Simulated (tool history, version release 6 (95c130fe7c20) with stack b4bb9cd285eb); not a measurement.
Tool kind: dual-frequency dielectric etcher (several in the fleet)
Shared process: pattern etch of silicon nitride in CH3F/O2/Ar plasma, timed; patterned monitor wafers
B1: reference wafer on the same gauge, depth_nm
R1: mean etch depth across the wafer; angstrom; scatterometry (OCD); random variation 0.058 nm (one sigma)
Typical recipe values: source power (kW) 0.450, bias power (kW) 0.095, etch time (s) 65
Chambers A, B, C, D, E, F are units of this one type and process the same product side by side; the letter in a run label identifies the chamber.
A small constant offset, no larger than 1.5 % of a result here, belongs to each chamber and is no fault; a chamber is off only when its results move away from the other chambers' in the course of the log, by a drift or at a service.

run 1C hour=2.3 | source_power_(kW)=0.450 bias_power_(kW)=0.095 etch_time_(s)=65 | B1=51.010 | R1=519.85
run 2A hour=5.5 | source_power_(kW)=0.450 bias_power_(kW)=0.095 etch_time_(s)=65 | B1=51.009 | R1=517.14
run 3E hour=9.8 | source_power_(kW)=0.450 bias_power_(kW)=0.095 etch_time_(s)=65 | B1=51.010 | R1=524.77
run 4D hour=14.0 | source_power_(kW)=0.450 bias_power_(kW)=0.095 etch_time_(s)=65 | B1=51.024 | R1=526.43
run 5F hour=17.6 | source_power_(kW)=0.450 bias_power_(kW)=0.095 etch_time_(s)=65 | B1=51.046 | R1=525.28
run 6B hour=21.2 | source_power_(kW)=0.450 bias_power_(kW)=0.095 etch_time_(s)=65 | B1=51.039 | R1=524.88
run 7A hour=23.2 | source_power_(kW)=0.450 bias_power_(kW)=0.095 etch_time_(s)=65 | B1=51.056 | R1=517.83
run 8C hour=27.0 | source_power_(kW)=0.450 bias_power_(kW)=0.095 etch_time_(s)=65 | B1=51.050 | R1=520.86
run 9F hour=29.8 | source_power_(kW)=0.450 bias_power_(kW)=0.095 etch_time_(s)=65 | B1=51.049 | R1=524.40
run 10E hour=33.5 | source_power_(kW)=0.450 bias_power_(kW)=0.095 etch_time_(s)=65 | B1=51.056 | R1=526.33
run 11D hour=36.9 | source_power_(kW)=0.450 bias_power_(kW)=0.095 etch_time_(s)=65 | B1=51.078 | R1=526.39
run 12B hour=38.9 | source_power_(kW)=0.450 bias_power_(kW)=0.095 etch_time_(s)=65 | B1=51.065 | R1=524.94
run 13A hour=42.5 | source_power_(kW)=0.450 bias_power_(kW)=0.095 etch_time_(s)=65 | B1=51.094 | R1=517.66
run 14C hour=46.1 | source_power_(kW)=0.450 bias_power_(kW)=0.095 etch_time_(s)=65 | B1=51.084 | R1=521.13
run 15B hour=48.6 | source_power_(kW)=0.450 bias_power_(kW)=0.095 etch_time_(s)=65 | B1=51.080 | R1=524.82
run 16F hour=52.2 | source_power_(kW)=0.450 bias_power_(kW)=0.095 etch_time_(s)=65 | B1=51.089 | R1=525.43
run 17D hour=56.2 | source_power_(kW)=0.450 bias_power_(kW)=0.095 etch_time_(s)=65 | B1=51.092 | R1=526.86
run 18E hour=60.2 | source_power_(kW)=0.450 bias_power_(kW)=0.095 etch_time_(s)=65 | B1=51.107 | R1=526.80
run 19C hour=63.8 | source_power_(kW)=0.450 bias_power_(kW)=0.095 etch_time_(s)=65 | B1=51.123 | R1=521.96
run 20D hour=66.1 | source_power_(kW)=0.450 bias_power_(kW)=0.095 etch_time_(s)=65 | B1=51.120 | R1=527.52
run 21A hour=70.3 | source_power_(kW)=0.450 bias_power_(kW)=0.095 etch_time_(s)=65 | B1=51.136 | R1=519.56
run 22B hour=74.3 | source_power_(kW)=0.450 bias_power_(kW)=0.095 etch_time_(s)=65 | B1=51.130 | R1=526.04
-- hour=74.7 chamber D: wet clean of the chamber
run 23F hour=76.4 | source_power_(kW)=0.450 bias_power_(kW)=0.095 etch_time_(s)=65 | B1=51.148 | R1=525.88
run 24E hour=79.9 | source_power_(kW)=0.510 bias_power_(kW)=0.095 etch_time_(s)=65 | B1=51.144 | R1=552.16
run 25D hour=82.5 | source_power_(kW)=0.510 bias_power_(kW)=0.095 etch_time_(s)=65 | B1=51.159 | R1=551.04
-- hour=83.8 chamber C: wet clean of the chamber
run 26B hour=85.8 | source_power_(kW)=0.510 bias_power_(kW)=0.095 etch_time_(s)=65 | B1=51.163 | R1=551.73
run 27F hour=87.7 | source_power_(kW)=0.510 bias_power_(kW)=0.095 etch_time_(s)=65 | B1=51.164 | R1=552.46
run 28E hour=89.5 | source_power_(kW)=0.510 bias_power_(kW)=0.095 etch_time_(s)=65 | B1=51.178 | R1=551.67
run 29A hour=92.3 | source_power_(kW)=0.510 bias_power_(kW)=0.095 etch_time_(s)=65 | B1=51.176 | R1=544.46
run 30C hour=94.9 | source_power_(kW)=0.450 bias_power_(kW)=0.095 etch_time_(s)=65 | B1=51.167 | R1=521.97
run 31A hour=97.8 | source_power_(kW)=0.450 bias_power_(kW)=0.095 etch_time_(s)=65 | B1=51.190 | R1=519.65
run 32E hour=101.9 | source_power_(kW)=0.450 bias_power_(kW)=0.095 etch_time_(s)=65 | B1=51.202 | R1=525.91
run 33D hour=105.2 | source_power_(kW)=0.450 bias_power_(kW)=0.095 etch_time_(s)=65 | B1=51.189 | R1=528.28
run 34B hour=109.0 | source_power_(kW)=0.450 bias_power_(kW)=0.095 etch_time_(s)=65 | B1=51.213 | R1=526.14
run 35F hour=111.2 | source_power_(kW)=0.450 bias_power_(kW)=0.076 etch_time_(s)=65 | B1=51.213 | R1=485.35
run 36C hour=113.3 | source_power_(kW)=0.450 bias_power_(kW)=0.076 etch_time_(s)=65 | B1=51.214 | R1=483.59
run 37A hour=117.6 | source_power_(kW)=0.450 bias_power_(kW)=0.076 etch_time_(s)=65 | B1=51.222 | R1=480.22

Read the log: is a single chamber off, either drifting away or since a service, is the gauge that measures every chamber drifting, or is nothing wrong beyond small per-chamber offsets? Name any odd chamber and what most likely caused it.

Gauge drift. The chambers move together only on paper, and none stands off.
Cause: gauge reads high (%) = 0.451.

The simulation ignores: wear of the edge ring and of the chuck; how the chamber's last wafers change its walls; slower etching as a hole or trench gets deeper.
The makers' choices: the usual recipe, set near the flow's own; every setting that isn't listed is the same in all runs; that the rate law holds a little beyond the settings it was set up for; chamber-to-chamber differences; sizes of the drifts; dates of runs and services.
